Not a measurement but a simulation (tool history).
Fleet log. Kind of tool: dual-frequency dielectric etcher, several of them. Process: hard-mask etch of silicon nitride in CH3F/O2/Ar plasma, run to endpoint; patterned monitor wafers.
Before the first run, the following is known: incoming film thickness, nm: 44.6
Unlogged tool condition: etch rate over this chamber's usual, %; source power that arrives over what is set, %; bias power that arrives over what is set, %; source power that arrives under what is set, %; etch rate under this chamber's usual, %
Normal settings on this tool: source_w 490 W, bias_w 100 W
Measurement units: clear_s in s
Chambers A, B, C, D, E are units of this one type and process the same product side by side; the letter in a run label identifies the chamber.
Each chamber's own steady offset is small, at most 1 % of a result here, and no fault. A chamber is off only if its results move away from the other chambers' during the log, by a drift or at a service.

run	hour	source_w	bias_w	hours since the last wet clean	hours since the last source power generator calibration	hours since the last bias power generator calibration	clear_s
# hour 4.9: chamber C: wet clean of the chamber
1E	5.4	490	100	345.6	518.2	153	53.108
2A	14.4	490	100	341.3	2304.2	3348.6	53.619
# hour 16.2: chamber B: bias power generator calibrated
3D	20.4	490	100	77.5	537.1	2161.3	52.85
4B	26.6	490	100	97.6	1396.1	10.4	53.011
5C	33.9	550	100	29.1	576.8	352.7	51.344
# hour 38.5: chamber A: wet clean of the chamber
6E	40.6	550	100	380.8	553.4	188.2	50.857
7B	47	550	100	118	1416.5	30.8	50.928
8D	54.3	550	100	111.4	571	2195.2	51.225
9A	59.3	550	100	20.8	2349.1	3393.5	51.37
# hour 60.1: chamber E: wet clean of the chamber
10C	68	490	100	63.2	610.9	386.8	53.488
11D	73	490	100	130.1	589.7	2213.9	53.51
12A	80.5	490	100	42	2370.3	3414.7	53.712
13C	90.7	490	100	85.9	633.6	409.5	53.003
14B	99.1	490	100	170.1	1468.6	82.9	53.311
15E	105.4	490	100	45.3	618.2	253	53.029
16D	111.9	490	100	169	628.6	2252.8	53.332
17C	120.4	490	100	115.6	663.3	439.2	53.54
18B	126.8	490	100	197.8	1496.3	110.6	53.27
19A	131.5	440	86	93	2421.3	3465.7	58.751
20E	139.1	440	86	79	651.9	286.7	58.116
21B	144.4	440	86	215.4	1513.9	128.2	58.002
22E	149.6	440	86	89.5	662.4	297.2	57.807
# hour 156.3: chamber A: source power generator calibrated
23C	159.3	440	86	154.5	702.2	478.1	58.772
24D	169.1	490	100	226.2	685.8	2310	53.385
25A	173.9	490	100	135.4	17.7	3508.1	53.842
26A	183.6	490	100	145.1	27.4	3517.8	53.515
27C	192.3	490	100	187.5	735.2	511.1	53.247
28B	199	490	100	270	1568.5	182.8	53.267
29D	206	490	100	263.1	722.7	2346.9	53.709
30E	211.1	490	100	151	723.9	358.7	52.641
31C	217.3	490	100	212.5	760.2	536.1	52.983
32B	222.9	370	100	293.9	1592.4	206.7	59.216
33E	229.5	370	100	169.4	742.3	377.1	58.556
34D	234.9	370	100	292	751.6	2375.8	58.89
35A	240.9	370	100	202.4	84.7	3575.1	59.796

Is one chamber off against the others, does the gauge drift, or is nothing wrong? If a chamber is off, say which, and what the likeliest cause is.

Neither any chamber nor the gauge drifts; the chambers differ only by their own small, steady offsets.
